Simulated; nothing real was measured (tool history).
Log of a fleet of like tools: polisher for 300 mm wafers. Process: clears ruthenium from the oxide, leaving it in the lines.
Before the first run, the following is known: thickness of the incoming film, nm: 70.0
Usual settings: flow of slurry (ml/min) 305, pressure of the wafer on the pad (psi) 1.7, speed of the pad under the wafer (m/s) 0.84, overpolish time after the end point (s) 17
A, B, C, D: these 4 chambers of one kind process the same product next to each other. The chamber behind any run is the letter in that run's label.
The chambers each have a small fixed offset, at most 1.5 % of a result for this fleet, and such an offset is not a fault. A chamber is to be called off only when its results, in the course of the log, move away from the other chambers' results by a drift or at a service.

run	day	flow of slurry (ml/min)	pressure of the wafer on the pad (psi)	speed of the pad under the wafer (m/s)	overpolish time after the end point (s)	wafers polished on this pad	hours since the slurry nozzle was cleaned	hours since the head pressure was calibrated	time until the end point was called (s)
# day 0.167: chamber A: worn pad replaced by a new one
1D	0.204	305	1.7	0.84	17	365	653.4	86.3	108.02
2C	0.383	305	1.7	0.84	17	233	211.5	630.2	107.11
# day 0.575: chamber A: head pressure recalibrated
# day 0.675: chamber B: worn pad replaced by a new one
3A	0.708	305	1.7	0.84	17	122	143.7	3.2	110.24
# day 0.771: chamber C: slurry nozzle cleaned
4B	0.883	305	1.7	0.84	17	47	729.6	138.6	107.46
5B	1.162	305	1.5	0.84	7	110	736.3	145.3	122.35
6A	1.417	305	1.5	0.84	7	281	160.7	20.2	121.24
7C	1.650	305	1.5	0.84	7	518	21.2	660.6	123.34
8D	1.879	305	1.5	0.84	7	742	693.6	126.5	123.49
9B	2.233	235	1.2	0.84	17	351	762.0	171.0	156.15
# day 2.333: chamber A: worn pad replaced by a new one
# day 2.417: chamber B: slurry nozzle cleaned
10D	2.438	235	1.2	0.84	17	868	707.0	139.9	158.30
11A	2.725	235	1.2	0.84	17	89	192.1	51.6	155.44
12C	2.958	235	1.2	0.84	17	813	52.6	692.0	155.38
# day 3.083: chamber B: worn pad replaced by a new one
# day 3.196: chamber D: worn pad replaced by a new one
13A	3.262	305	1.7	0.84	17	210	205.0	64.5	106.47
14B	3.596	305	1.5	0.84	7	115	28.4	203.7	121.88
15C	3.833	305	1.5	0.84	7	1010	73.6	713.0	122.31
16D	4.054	305	1.5	0.84	7	194	745.8	178.7	121.53
17B	4.392	305	1.5	0.84	7	295	47.5	222.8	120.41
18A	4.558	305	1.7	0.84	17	502	236.1	95.6	106.01
# day 4.638: chamber C: worn pad replaced by a new one
19C	4.892	305	1.7	0.84	17	57	99.0	738.4	108.00
# day 4.908: chamber A: worn pad replaced by a new one
20D	5.125	305	1.7	0.84	17	435	771.5	204.4	108.81
21C	5.433	305	1.2	0.84	17	179	112.0	751.4	150.51
22B	5.596	305	1.2	0.84	17	566	76.4	251.7	150.85
# day 5.642: chamber B: worn pad replaced by a new one
23D	5.842	305	1.2	0.84	17	596	788.7	221.6	154.80
24A	6.021	305	1.2	0.84	17	251	271.2	130.7	153.64
25B	6.329	305	1.7	0.84	17	155	94.0	269.3	105.95
26C	6.554	305	1.7	0.84	17	432	138.9	778.3	106.79
# day 6.671: chamber D: slurry nozzle cleaned
27A	6.817	305	1.7	0.84	17	430	290.3	149.8	108.56
28D	7.092	305	1.7	0.84	17	878	10.2	251.6	109.43
# day 7.179: chamber A: worn pad replaced by a new one
29C	7.404	305	1.7	0.84	17	623	159.3	798.7	106.42
30A	7.646	265	1.7	0.84	9	106	310.2	169.7	108.19
31D	7.908	265	1.7	0.84	9	1062	29.8	271.2	108.99
32B	8.096	265	1.7	0.84	9	553	136.4	311.7	104.94
# day 8.138: chamber B: worn pad replaced by a new one
33D	8.317	265	1.7	0.84	9	1154	39.6	281.0	109.18
34C	8.492	305	1.7	0.84	17	868	185.4	824.8	106.36
# day 8.504: chamber D: worn pad replaced by a new one
35B	8.754	305	1.7	0.84	17	139	152.2	327.5	104.81
36A	9.029	305	1.7	0.84	17	417	343.4	202.9	107.72
# day 9.158: chamber A: worn pad replaced by a new one
37C	9.304	305	1.7	0.84	17	1051	204.9	844.3	108.93
38D	9.525	305	1.7	0.84	17	230	68.6	310.0	110.81
39A	9.771	355	1.2	0.84	17	138	361.2	220.7	150.21
40B	9.988	355	1.2	0.84	17	417	181.8	357.1	142.23

Next, all 4 chambers run the settings below, one line each with question marks for the results. What does each chamber give?
41A	10.246	305	1.7	0.84	17				?
41B	10.246	305	1.7	0.84	17				?
41C	10.246	305	1.7	0.84	17				?
41D	10.246	305	1.7	0.84	17				?

run	time until the end point was called (s)
41A	106.50
41B	100.13
41C	106.91
41D	108.22

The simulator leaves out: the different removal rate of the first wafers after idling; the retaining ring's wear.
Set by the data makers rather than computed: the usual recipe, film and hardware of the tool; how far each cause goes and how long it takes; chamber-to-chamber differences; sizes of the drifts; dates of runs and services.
